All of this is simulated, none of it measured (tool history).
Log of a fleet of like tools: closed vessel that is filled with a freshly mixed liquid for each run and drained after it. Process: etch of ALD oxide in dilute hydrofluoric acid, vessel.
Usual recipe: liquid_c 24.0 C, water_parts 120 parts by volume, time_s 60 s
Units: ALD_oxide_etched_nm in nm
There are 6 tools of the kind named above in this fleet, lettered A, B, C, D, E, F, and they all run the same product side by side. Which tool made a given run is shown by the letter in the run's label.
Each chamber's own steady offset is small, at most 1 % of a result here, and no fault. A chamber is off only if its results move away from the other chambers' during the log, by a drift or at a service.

run,hour,liquid_c,water_parts,time_s,"read-back film thickness of the ALD oxide reference wafer, read on the same gauge (nm)",ALD_oxide_etched_nm
1F,7.0,24.0,120,60,60.015,13.8790
2B,19.9,24.0,120,60,60.000,13.9410
# hour 28.3: chamber D: hydrofluoric acid flow meter replaced
3E,32.5,24.0,120,60,59.959,13.9260
4D,42.7,24.0,120,60,59.974,13.6150
# hour 51.9: chamber E: hydrofluoric acid flow meter replaced
5A,54.2,24.0,120,60,60.003,13.7010
6C,68.1,24.0,120,60,60.000,13.6700
7B,81.3,24.0,120,60,59.977,13.8200
8F,95.8,24.0,120,60,59.975,13.7100
9E,106.3,24.0,120,60,59.982,13.8640
# hour 114.3: chamber F: hydrofluoric acid flow meter replaced
10A,120.1,24.0,120,60,59.986,13.7040
11C,126.7,24.0,120,60,60.011,13.7450
12D,136.4,24.0,120,60,60.009,13.6880
13F,143.3,24.0,120,60,60.002,13.8940
14D,153.7,28.5,120,75,59.980,20.2520
15E,163.8,28.5,120,75,60.027,20.3910
16A,173.5,28.5,120,75,60.004,20.1390
17C,179.8,28.5,120,75,59.998,20.4050
18B,191.2,28.5,120,75,60.006,20.4610
19C,201.6,28.5,120,75,59.977,20.6900
20E,215.7,24.0,120,60,59.969,14.0260
# hour 218.2: chamber B: hydrofluoric acid flow meter replaced
21A,229.3,24.0,120,60,60.000,13.6870
22F,243.7,24.0,120,60,60.010,13.6890
23D,255.4,24.0,120,60,59.994,13.7020
24B,266.3,24.0,120,60,59.996,13.6420
25C,277.2,24.0,120,60,59.998,13.7220
# hour 283.2: chamber C: thermometer replaced
26A,288.1,24.0,120,60,59.978,13.5200
27E,300.7,24.0,120,60,59.973,13.8290
28F,307.4,24.0,120,60,59.999,13.6000
29B,319.5,24.0,120,60,60.012,13.9300
30D,327.8,24.0,120,60,59.977,13.4980
31A,337.0,24.0,120,60,59.975,13.6460
32D,348.8,24.0,120,60,60.015,13.6260
33B,356.7,26.0,120,40,59.982,9.8254
34C,365.8,26.0,120,40,59.970,10.0080
35F,374.3,26.0,120,40,60.009,9.8492
36E,385.3,26.0,120,40,59.993,10.0850
37A,393.9,26.0,120,40,59.981,9.8929
38F,403.5,26.0,120,40,59.976,9.9244
# hour 409.5: chamber D: thermometer replaced
39C,412.5,24.0,120,60,60.003,13.7230
40B,425.6,24.0,120,60,59.986,14.0320
41E,438.2,24.0,120,60,60.009,13.9570
42D,449.9,24.0,100,70,59.992,19.6400

Is one chamber off against the others, does the gauge drift, or is nothing wrong? If a chamber is off, say which, and what the likeliest cause is.

Beyond each chamber's small constant offset nothing stands out, and the gauge stays steady.
